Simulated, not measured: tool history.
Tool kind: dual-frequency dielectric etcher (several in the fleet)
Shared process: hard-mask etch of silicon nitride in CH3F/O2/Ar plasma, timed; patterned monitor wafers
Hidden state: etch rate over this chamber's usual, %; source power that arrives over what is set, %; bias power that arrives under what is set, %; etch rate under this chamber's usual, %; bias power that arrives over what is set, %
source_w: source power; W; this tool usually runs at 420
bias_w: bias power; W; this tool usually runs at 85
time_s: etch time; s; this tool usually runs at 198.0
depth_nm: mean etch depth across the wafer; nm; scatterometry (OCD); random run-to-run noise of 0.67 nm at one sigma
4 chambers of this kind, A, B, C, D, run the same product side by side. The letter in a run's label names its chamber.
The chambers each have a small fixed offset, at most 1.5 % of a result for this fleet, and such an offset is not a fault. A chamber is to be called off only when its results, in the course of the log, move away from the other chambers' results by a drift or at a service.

| run | hour | source_w | bias_w | time_s | hours since the last wet clean | hours since the last source power generator calibration | hours since the last bias power generator calibration | read-back reference wafer on the same gauge, depth_nm | depth_nm |
|---|---|---|---|---|---|---|---|---|---|
| 1B | 5.1 | 420 | 85 | 198.0 | 128.3 | 24.1 | 638.4 | 143.97 | 148.89 |
| 2C | 14.3 | 420 | 85 | 198.0 | 226.2 | 395.3 | 1053.1 | 143.85 | 149.23 |
| 3D | 23.7 | 420 | 85 | 198.0 | 98.1 | 1950.6 | 2911.2 | 144.12 | 149.42 |
| 4A | 33.7 | 420 | 85 | 198.0 | 386.9 | 448.4 | 1553.6 | 143.93 | 148.33 |
| 5C | 39.3 | 420 | 85 | 198.0 | 251.2 | 420.3 | 1078.1 | 144.10 | 149.74 |
| 6A | 50.1 | 420 | 85 | 198.0 | 403.3 | 464.8 | 1570.0 | 143.85 | 149.05 |
| 7B | 61.3 | 420 | 85 | 198.0 | 184.5 | 80.3 | 694.6 | 143.98 | 149.33 |
| 8D | 69.7 | 420 | 85 | 198.0 | 144.1 | 1996.6 | 2957.2 | 144.06 | 148.56 |
| 9B | 75.2 | 420 | 85 | 198.0 | 198.4 | 94.2 | 708.5 | 143.93 | 149.71 |
| 10C | 84.8 | 420 | 85 | 198.0 | 296.7 | 465.8 | 1123.6 | 143.88 | 150.72 |
| 11D | 91.2 | 420 | 70 | 198.0 | 165.6 | 2018.1 | 2978.7 | 144.02 | 138.62 |
| 12A | 98.7 | 420 | 70 | 198.0 | 451.9 | 513.4 | 1618.6 | 143.99 | 138.93 |
| 13C | 107.9 | 420 | 70 | 198.0 | 319.8 | 488.9 | 1146.7 | 143.99 | 140.28 |
| 14B | 118.3 | 420 | 70 | 198.0 | 241.5 | 137.3 | 751.6 | 143.92 | 139.92 |
|  | 119.8 | chamber A: wet clean of the chamber |
| 15D | 124.9 | 420 | 85 | 217.5 | 199.3 | 2051.8 | 3012.4 | 144.14 | 163.09 |
| 16A | 131.2 | 420 | 85 | 217.5 | 11.5 | 545.9 | 1651.1 | 144.03 | 162.62 |
| 17C | 143.1 | 420 | 85 | 217.5 | 355.0 | 524.1 | 1181.9 | 143.74 | 163.85 |
| 18B | 151.7 | 420 | 85 | 217.5 | 274.9 | 170.7 | 785.0 | 144.05 | 161.16 |
| 19A | 162.6 | 420 | 85 | 198.0 | 42.9 | 577.3 | 1682.5 | 144.20 | 148.32 |
| 20D | 170.8 | 420 | 101 | 220.5 | 245.2 | 2097.7 | 3058.3 | 144.08 | 175.49 |
| 21B | 179.7 | 420 | 101 | 220.5 | 302.9 | 198.7 | 813.0 | 144.02 | 173.77 |
| 22A | 191.6 | 420 | 101 | 220.5 | 71.9 | 606.3 | 1711.5 | 143.87 | 176.54 |
| 23D | 199.0 | 420 | 101 | 220.5 | 273.4 | 2125.9 | 3086.5 | 144.12 | 174.18 |
|  | 200.3 | chamber C: wet clean of the chamber |
| 24C | 204.6 | 420 | 85 | 198.0 | 4.4 | 585.6 | 1243.4 | 144.12 | 148.31 |
| 25D | 211.1 | 420 | 85 | 198.0 | 285.5 | 2138.0 | 3098.6 | 143.99 | 148.91 |
| 26A | 221.5 | 420 | 85 | 198.0 | 101.8 | 636.2 | 1741.4 | 143.90 | 147.36 |
| 27B | 229.1 | 380 | 85 | 198.0 | 352.3 | 248.1 | 862.4 | 144.13 | 139.79 |
| 28C | 239.7 | 380 | 85 | 198.0 | 39.5 | 620.7 | 1278.5 | 144.17 | 143.77 |
| 29C | 244.9 | 380 | 85 | 198.0 | 44.7 | 625.9 | 1283.7 | 144.06 | 143.65 |
|  | 245.3 | chamber D: source power generator calibrated |
| 30B | 256.0 | 380 | 85 | 198.0 | 379.2 | 275.0 | 889.3 | 143.96 | 137.82 |
| 31D | 267.7 | 420 | 92 | 198.0 | 342.1 | 22.5 | 3155.2 | 144.02 | 152.05 |
| 32A | 277.3 | 420 | 92 | 198.0 | 157.6 | 692.0 | 1797.2 | 143.86 | 153.05 |
| 33D | 289.1 | 420 | 92 | 198.0 | 363.5 | 43.9 | 3176.6 | 143.99 | 151.36 |
| 34A | 300.1 | 420 | 92 | 198.0 | 180.4 | 714.8 | 1820.0 | 144.11 | 153.18 |

Which is it: a chamber that has drifted or been left off by a service, a gauge drift common to all chambers, or only each chamber's usual small offset? If a chamber is off, name it and its likeliest cause.

Chamber B drifts away from the others.
Cause: etch rate under this chamber's usual, % = 4.28.

Chamber B could run next with any of the 4 candidate recipes listed below; each alters the usual settings, and their results appear as question marks. Which one brings its results back in line with what the other chambers deliver on the usual settings?
In line here means within this much of the mean the other chambers give on the usual settings: depth_nm 2.30 nm
| 35B-1 | 308.6 | 420 | 86 | 204.5 |  |  |  |  | ? |
| 35B-2 | 308.6 | 420 | 85 | 200.0 |  |  |  |  | ? |
| 35B-3 | 308.6 | 420 | 84 | 191.5 |  |  |  |  | ? |
| 35B-4 | 308.6 | 420 | 85 | 195.5 |  |  |  |  | ? |

On the usual settings, the other chambers give on average: depth_nm 148.61 nm
| run | depth_nm |
|---|---|
| 35B-1 | 148.07 |
| 35B-2 | 144.21 |
| 35B-3 | 137.51 |
| 35B-4 | 140.97 |
35B-1 brings the chamber back in line.

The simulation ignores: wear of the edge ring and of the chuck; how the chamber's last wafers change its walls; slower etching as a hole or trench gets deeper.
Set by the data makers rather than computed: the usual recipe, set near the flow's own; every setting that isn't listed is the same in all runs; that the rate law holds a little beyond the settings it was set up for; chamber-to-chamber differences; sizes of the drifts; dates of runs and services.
